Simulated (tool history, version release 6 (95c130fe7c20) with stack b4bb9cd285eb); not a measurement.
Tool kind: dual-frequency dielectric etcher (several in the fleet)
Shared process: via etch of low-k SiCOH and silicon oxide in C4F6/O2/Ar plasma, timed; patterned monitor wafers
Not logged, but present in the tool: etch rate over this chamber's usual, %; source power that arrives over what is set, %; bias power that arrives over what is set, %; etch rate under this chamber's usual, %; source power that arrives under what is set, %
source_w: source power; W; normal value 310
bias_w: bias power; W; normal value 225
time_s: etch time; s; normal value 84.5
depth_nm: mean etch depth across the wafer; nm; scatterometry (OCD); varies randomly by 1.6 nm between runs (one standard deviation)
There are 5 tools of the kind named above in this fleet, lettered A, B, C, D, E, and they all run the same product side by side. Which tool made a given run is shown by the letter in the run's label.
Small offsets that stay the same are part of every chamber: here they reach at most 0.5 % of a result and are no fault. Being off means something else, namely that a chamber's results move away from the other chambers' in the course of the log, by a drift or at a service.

| run | hour | source_w | bias_w | time_s | hours since the last wet clean | hours since the last source power generator calibration | hours since the last bias power generator calibration | read-back reference wafer on the same gauge, depth_nm | depth_nm |
|---|---|---|---|---|---|---|---|---|---|
| 1C | 10.1 | 310 | 225 | 84.5 | 283.4 | 999.5 | 4045.8 | 254.71 | 230.91 |
| 2A | 21.4 | 310 | 225 | 84.5 | 274.7 | 310.3 | 2033.5 | 254.99 | 230.37 |
| 3B | 27.2 | 310 | 225 | 84.5 | 198.5 | 2813.3 | 2311.3 | 254.7 | 231.97 |
| 4D | 37 | 310 | 225 | 84.5 | 382.1 | 84.2 | 2245.5 | 255.04 | 228.22 |
|  | 42.3 | chamber D: wet clean of the chamber |
|  | 42.4 | chamber D: bias power generator calibrated |
| 5E | 44 | 310 | 225 | 84.5 | 349.7 | 3634.1 | 164.3 | 255.34 | 231.12 |
| 6A | 50.8 | 310 | 225 | 60 | 304.1 | 339.7 | 2062.9 | 254.94 | 165.19 |
| 7B | 56.7 | 310 | 225 | 60 | 228 | 2842.8 | 2340.8 | 254.86 | 165.53 |
| 8E | 65.6 | 310 | 225 | 60 | 371.3 | 3655.7 | 185.9 | 254.91 | 165.36 |
| 9D | 77.3 | 310 | 225 | 60 | 35 | 124.5 | 34.9 | 255.22 | 163.11 |
| 10C | 87.8 | 310 | 225 | 60 | 361.1 | 1077.2 | 4123.5 | 255.09 | 160.92 |
| 11E | 96.1 | 310 | 225 | 84.5 | 401.8 | 3686.2 | 216.4 | 255.02 | 230.44 |
| 12A | 106 | 310 | 225 | 84.5 | 359.3 | 394.9 | 2118.1 | 254.58 | 231.22 |
|  | 112.6 | chamber A: wet clean of the chamber |
| 13D | 117.4 | 310 | 191 | 105.5 | 75.1 | 164.6 | 75 | 254.88 | 271.84 |
| 14B | 127.7 | 310 | 191 | 105.5 | 299 | 2913.8 | 2411.8 | 255.14 | 273.77 |
| 15C | 136.4 | 310 | 191 | 105.5 | 409.7 | 1125.8 | 4172.1 | 254.93 | 272.74 |
| 16E | 145.2 | 310 | 191 | 105.5 | 450.9 | 3735.3 | 265.5 | 255.46 | 275.09 |
| 17B | 155.6 | 310 | 191 | 105.5 | 326.9 | 2941.7 | 2439.7 | 254.75 | 272.96 |
| 18D | 164.4 | 310 | 225 | 84.5 | 122.1 | 211.6 | 122 | 254.85 | 231.3 |
| 19C | 175 | 310 | 225 | 84.5 | 448.3 | 1164.4 | 4210.7 | 255.44 | 225.01 |
| 20A | 182.9 | 370 | 225 | 84.5 | 70.4 | 471.8 | 2195 | 254.9 | 248.97 |
| 21E | 190.5 | 370 | 225 | 84.5 | 496.2 | 3780.6 | 310.8 | 254.71 | 247.22 |
| 22D | 196.6 | 370 | 225 | 84.5 | 154.3 | 243.8 | 154.2 | 254.58 | 249.44 |
| 23A | 204.5 | 370 | 225 | 84.5 | 92 | 493.4 | 2216.6 | 254.79 | 249.24 |
| 24C | 215 | 370 | 225 | 84.5 | 488.3 | 1204.4 | 4250.7 | 254.5 | 244.06 |
| 25B | 220.5 | 310 | 225 | 84.5 | 391.8 | 3006.6 | 2504.6 | 255.02 | 231.19 |
| 26A | 226.6 | 290 | 225 | 84.5 | 114.1 | 515.5 | 2238.7 | 255.09 | 228.23 |
|  | 232.2 | chamber E: wet clean of the chamber |
| 27E | 235.7 | 290 | 225 | 84.5 | 3.5 | 3825.8 | 356 | 255.1 | 225.85 |
| 28D | 247.1 | 290 | 225 | 84.5 | 204.8 | 294.3 | 204.7 | 254.99 | 225.17 |
| 29C | 252.7 | 290 | 225 | 84.5 | 526 | 1242.1 | 4288.4 | 254.7 | 219.17 |
| 30B | 263.7 | 290 | 225 | 84.5 | 435 | 3049.8 | 2547.8 | 254.8 | 223.93 |
| 31A | 273.2 | 310 | 225 | 84.5 | 160.7 | 562.1 | 2285.3 | 254.79 | 234.73 |
| 32B | 279 | 310 | 225 | 84.5 | 450.3 | 3065.1 | 2563.1 | 254.87 | 234.25 |
| 33D | 289.2 | 310 | 225 | 84.5 | 246.9 | 336.4 | 246.8 | 255.17 | 229.86 |
| 34E | 300.2 | 310 | 225 | 84.5 | 68 | 3890.3 | 420.5 | 254.91 | 234.28 |
| 35C | 306.1 | 310 | 225 | 84.5 | 579.4 | 1295.5 | 4341.8 | 255.07 | 224.15 |
| 36E | 312.5 | 310 | 225 | 84.5 | 80.3 | 3902.6 | 432.8 | 255.23 | 231.25 |
| 37D | 321.3 | 310 | 225 | 84.5 | 279 | 368.5 | 278.9 | 254.97 | 231.32 |
| 38B | 330.8 | 310 | 225 | 84.5 | 502.1 | 3116.9 | 2614.9 | 255.28 | 235.85 |
| 39A | 341.6 | 310 | 225 | 84.5 | 229.1 | 630.5 | 2353.7 | 255.14 | 231.08 |
| 40C | 350 | 310 | 225 | 84.5 | 623.3 | 1339.4 | 4385.7 | 255.19 | 225.78 |
| 41E | 359.4 | 310 | 225 | 84.5 | 127.2 | 3949.5 | 479.7 | 255.11 | 232.46 |
| 42D | 366 | 310 | 225 | 84.5 | 323.7 | 413.2 | 323.6 | 255.07 | 231.17 |
| 43C | 373.7 | 240 | 225 | 84.5 | 647 | 1363.1 | 4409.4 | 255 | 201.32 |

Each of the 5 chambers runs these same settings next. Fill in every chamber's results:
| 44A | 382.8 | 310 | 225 | 84.5 |  |  |  |  | ? |
| 44B | 382.8 | 310 | 225 | 84.5 |  |  |  |  | ? |
| 44C | 382.8 | 310 | 225 | 84.5 |  |  |  |  | ? |
| 44D | 382.8 | 310 | 225 | 84.5 |  |  |  |  | ? |
| 44E | 382.8 | 310 | 225 | 84.5 |  |  |  |  | ? |

| run | depth_nm |
|---|---|
| 44A | 231.14 |
| 44B | 232.11 |
| 44C | 224.66 |
| 44D | 229.98 |
| 44E | 231.63 |
